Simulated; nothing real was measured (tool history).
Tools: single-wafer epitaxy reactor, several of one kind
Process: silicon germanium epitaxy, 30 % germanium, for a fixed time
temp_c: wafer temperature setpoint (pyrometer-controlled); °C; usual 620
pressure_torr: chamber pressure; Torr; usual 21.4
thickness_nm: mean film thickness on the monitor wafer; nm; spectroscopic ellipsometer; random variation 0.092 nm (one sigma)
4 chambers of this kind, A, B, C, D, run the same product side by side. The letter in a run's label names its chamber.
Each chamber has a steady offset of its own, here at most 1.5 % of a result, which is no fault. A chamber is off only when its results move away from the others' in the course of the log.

run,day,temp_c,pressure_torr,hours since the last pyrometer calibration,hours since the last manometer calibration,"read-back reference wafer on the same gauge, thickness_nm",thickness_nm
1B,0.325,620,21.4,188.8,1460.4,69.314,87.771
2D,0.775,620,21.4,2287.1,983.5,69.319,85.923
3A,1.175,620,21.4,1385.1,115.6,69.308,86.144
4C,1.725,620,21.4,168.3,1759.3,69.333,85.913
5C,2.333,620,21.4,182.9,1773.9,69.362,86.052
6B,2.892,620,24.3,250.4,1522.0,69.350,92.489
7D,3.254,620,24.3,2346.6,1043.0,69.360,90.448
8A,3.821,620,24.3,1448.6,179.1,69.345,90.877
9B,4.446,620,24.3,287.7,1559.3,69.359,92.498
10C,4.792,620,21.4,241.9,1832.9,69.391,85.787
11A,5.121,620,21.4,1479.8,210.3,69.397,86.557
12D,5.438,610,24.3,2399.0,1095.4,69.391,75.609
13D,5.946,610,24.3,2411.2,1107.6,69.385,75.597
14C,6.458,610,24.3,281.9,1872.9,69.400,75.834
15B,7.079,610,24.3,350.9,1622.5,69.428,77.790
16A,7.592,620,21.4,1539.1,269.6,69.421,86.515
17C,8.175,620,21.4,323.1,1914.1,69.434,85.992
18A,8.533,620,21.4,1561.7,292.2,69.436,86.498
19D,8.838,620,21.4,2480.6,1177.0,69.440,85.974
20B,9.329,620,21.4,404.9,1676.5,69.454,87.765
21B,9.950,620,21.4,419.8,1691.4,69.458,88.043
22A,10.429,634,21.4,1607.2,337.7,69.480,110.340
23C,10.729,634,21.4,384.4,1975.4,69.497,109.650
24D,11.029,634,21.4,2533.2,1229.6,69.484,109.780
25D,11.571,634,21.4,2546.2,1242.6,69.499,109.760
26A,12.042,620,21.4,1645.9,376.4,69.503,86.639
# day 12.400: chamber D: pyrometer calibrated
27B,12.629,632,21.4,484.1,1755.7,69.502,108.160
28C,13.129,632,21.4,442.0,2033.0,69.550,106.020
29D,13.588,632,21.4,28.5,1291.0,69.523,106.260
30B,14.146,632,21.4,520.5,1792.1,69.565,108.160
31C,14.583,634,17.6,476.9,2067.9,69.559,101.430
32A,15.108,634,17.6,1719.5,450.0,69.559,102.310
33B,15.738,634,17.6,558.7,1830.3,69.553,103.200
34C,16.171,634,17.6,515.0,2106.0,69.581,101.300
35A,16.512,620,21.4,1753.2,483.7,69.576,86.741
36D,17.038,620,21.4,111.3,1373.8,69.592,86.207

What goes on in this fleet: one chamber off, a drifting gauge, or nothing beyond the chambers' own small offsets? Name the chamber and the cause, if any.

The gauge drifts, so all chambers seem to drift together. No chamber is off.
Cause: gauge reads high (%) = 0.435.
